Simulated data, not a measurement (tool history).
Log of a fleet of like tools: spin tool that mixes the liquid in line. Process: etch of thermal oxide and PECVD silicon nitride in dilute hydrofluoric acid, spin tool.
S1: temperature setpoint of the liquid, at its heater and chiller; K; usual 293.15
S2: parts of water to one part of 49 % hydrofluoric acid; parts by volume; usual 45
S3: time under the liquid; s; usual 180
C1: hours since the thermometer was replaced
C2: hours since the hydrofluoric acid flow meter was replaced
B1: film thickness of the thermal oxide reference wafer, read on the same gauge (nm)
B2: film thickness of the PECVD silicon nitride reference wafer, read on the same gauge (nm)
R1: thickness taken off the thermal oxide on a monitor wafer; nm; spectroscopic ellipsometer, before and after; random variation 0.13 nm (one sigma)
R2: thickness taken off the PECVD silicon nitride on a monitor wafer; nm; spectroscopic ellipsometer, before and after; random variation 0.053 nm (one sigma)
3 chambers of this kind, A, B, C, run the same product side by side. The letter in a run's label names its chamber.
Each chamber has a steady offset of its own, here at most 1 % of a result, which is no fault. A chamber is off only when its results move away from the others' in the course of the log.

run,day,S1,S2,S3,C1,C2,B1,B2,R1,R2
1B,0.392,293.15,45,180,1124.9,621.3,140.02,69.996,17.566,7.9082
2C,0.742,293.15,45,180,584.8,446.7,140,70.037,17.575,7.8698
3A,1.358,293.15,45,180,1265.8,1290.2,140.03,70.014,17.613,7.897
4B,2.025,293.15,45,180,1164.1,660.5,139.98,70,17.472,7.8373
5A,2.662,293.15,45,180,1297.1,1321.5,139.99,69.986,17.512,7.7707
6C,3.308,293.15,45,180,646.4,508.3,140.02,69.987,17.615,7.7928
7B,3.788,293.15,45,180,1206.4,702.8,139.98,70.024,17.673,7.8924
8A,4.338,293.15,45,180,1337.3,1361.7,139.99,70.031,17.181,7.8462
9C,4.983,293.15,45,180,686.6,548.5,140.01,69.992,17.367,7.9081
10A,5.612,293.15,45,180,1367.9,1392.3,139.99,69.998,17.727,7.7973
11C,5.979,293.15,45,180,710.5,572.4,140.02,69.988,17.778,7.981
12B,6.362,293.15,45,180,1268.2,764.6,139.96,69.988,17.525,7.8548
13B,7.021,293.15,45,180,1284,780.4,140.01,70.001,17.434,7.8599
14A,7.592,293.15,45,180,1415.4,1439.8,140.02,70.013,17.541,7.8424
15C,8.167,293.15,45,180,763,624.9,139.98,69.994,17.535,7.94
16C,8.596,293.15,45,180,773.3,635.2,139.98,69.968,17.26,7.9276
17B,9.096,293.15,45,180,1333.8,830.2,140.01,70.049,17.683,7.8506
18A,9.538,293.15,45,180,1462.1,1486.5,139.95,70.04,17.445,7.9086
19A,10.012,293.15,45,180,1473.5,1497.9,140,69.987,17.607,7.7937
20C,10.496,293.15,45,180,818.9,680.8,140.01,70,17.632,7.8851
21B,10.95,293.15,45,180,1378.3,874.7,140.01,70.013,17.698,7.8512
22C,11.467,293.15,30,180,842.2,704.1,140.02,70.011,26.754,11.745
23A,12.15,293.15,30,180,1524.8,1549.2,139.99,69.989,26.686,11.671
24B,12.692,293.15,30,180,1420.1,916.5,139.99,70.036,26.8,11.709
# day 12.983: chamber A: hydrofluoric acid flow meter replaced
25C,13.3,291.15,30,180,886.2,748.1,139.98,70.057,24.6,10.271
26A,13.883,291.15,30,180,1566.4,21.6,139.99,70.001,24.835,10.138
27B,14.4,291.15,30,180,1461.1,957.5,139.97,70.021,24.807,10.167
28A,14.746,293.15,45,180,1587.1,42.3,140,69.984,17.397,7.8259
29B,15.275,293.15,45,180,1482.1,978.5,139.99,69.997,17.481,7.942
30C,15.621,293.15,45,180,941.9,803.8,140,70.004,17.559,7.8674
# day 15.742: chamber C: thermometer replaced
31A,15.958,293.15,45,180,1616.2,71.4,140.03,70,17.388,7.8372
32C,16.504,293.15,45,180,18.3,825,139.98,70.042,17.458,7.8943
33B,16.9,293.15,45,180,1521.1,1017.5,139.99,69.973,17.449,7.8787
34A,17.292,293.15,45,180,1648.2,103.4,139.99,70.018,17.495,7.8534
35C,17.838,293.15,45,180,50.3,857,139.98,70.007,17.315,7.9295
36B,18.438,293.15,45,180,1558,1054.4,140.02,70.021,17.866,7.8917
37A,18.804,291.15,45,180,1684.5,139.7,139.99,69.977,16.046,6.8331
38B,19.192,291.15,45,180,1576.1,1072.5,140.01,69.981,16.314,6.9339

Is one chamber off against the others, does the gauge drift, or is nothing wrong? If a chamber is off, say which, and what the likeliest cause is.

No chamber stands off beyond its own small offset, and the gauge holds steady.
